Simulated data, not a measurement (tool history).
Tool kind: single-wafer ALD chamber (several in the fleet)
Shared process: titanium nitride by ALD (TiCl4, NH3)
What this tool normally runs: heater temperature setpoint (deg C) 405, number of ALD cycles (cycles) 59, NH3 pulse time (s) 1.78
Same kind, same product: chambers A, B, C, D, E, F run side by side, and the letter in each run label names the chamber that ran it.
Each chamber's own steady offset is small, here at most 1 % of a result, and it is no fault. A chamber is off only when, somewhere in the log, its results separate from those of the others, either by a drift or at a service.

run,hour,heater temperature setpoint (deg C),number of ALD cycles (cycles),NH3 pulse time (s),hours since the last thermocouple change,"read-back reference wafer on the same gauge, thickness_nm",mean film thickness on the monitor wafer (Å)
1E,9.2,405,59,1.78,799.9,1.1197,12.970
2D,18.0,405,59,1.78,788.6,1.1195,12.988
3C,26.7,405,59,1.78,965.7,1.1193,12.895
4B,32.2,405,59,1.78,425.4,1.1193,12.879
5A,37.5,405,48,1.78,1936.9,1.1191,10.502
6F,45.1,405,48,1.78,267.4,1.1192,10.607
7F,52.9,405,48,1.78,275.2,1.1192,10.600
8D,59.9,405,48,1.78,830.5,1.1189,10.530
9E,68.3,405,48,1.78,859.0,1.1188,10.532
10A,75.8,405,48,1.78,1975.2,1.1187,10.511
11B,84.7,405,59,1.78,477.9,1.1184,12.887
12C,90.0,405,59,1.78,1029.0,1.1182,12.842
13A,98.2,405,63,1.78,1997.6,1.1180,13.821
14C,104.7,405,63,1.78,1043.7,1.1180,13.764
15F,114.9,405,63,1.78,337.2,1.1177,13.904
16E,122.0,405,63,1.78,912.7,1.1172,13.817
17B,129.6,405,63,1.78,522.8,1.1173,13.716
18D,137.5,405,63,1.78,908.1,1.1176,13.794
19E,142.9,405,59,1.78,933.6,1.1173,12.924
20D,153.4,405,59,1.78,924.0,1.1169,12.897
21F,164.6,405,59,1.78,386.9,1.1170,13.009
22A,170.7,405,51,2.02,2070.1,1.1170,11.172
23C,179.3,405,51,2.02,1118.3,1.1164,11.169
24B,188.0,405,51,2.02,581.2,1.1167,11.167
25B,198.5,405,51,2.02,591.7,1.1159,11.146
26E,204.1,405,51,2.02,994.8,1.1161,11.198
27C,214.1,405,51,2.02,1153.1,1.1162,11.177
28D,222.1,405,59,1.78,992.7,1.1157,12.907
29F,230.5,405,59,1.78,452.8,1.1158,12.972
30A,236.7,405,59,1.78,2136.1,1.1153,12.861
31C,244.4,405,59,1.78,1183.4,1.1154,12.834
32E,251.0,405,49,1.78,1041.7,1.1151,10.713
33D,262.0,405,49,1.78,1032.6,1.1149,10.715
34B,268.5,405,49,1.78,661.7,1.1151,10.655
35F,275.5,405,49,1.78,497.8,1.1147,10.776
36A,280.7,405,49,1.78,2180.1,1.1143,10.670
37B,285.8,405,49,1.78,679.0,1.1147,10.668
38F,293.4,405,59,1.78,515.7,1.1144,12.972

Is one chamber off against the others, does the gauge drift, or is nothing wrong? If a chamber is off, say which, and what the likeliest cause is.

The shared gauge is drifting. All chambers look as if they move in step, but none is off.
Cause: gauge reads low (%) = 0.518.
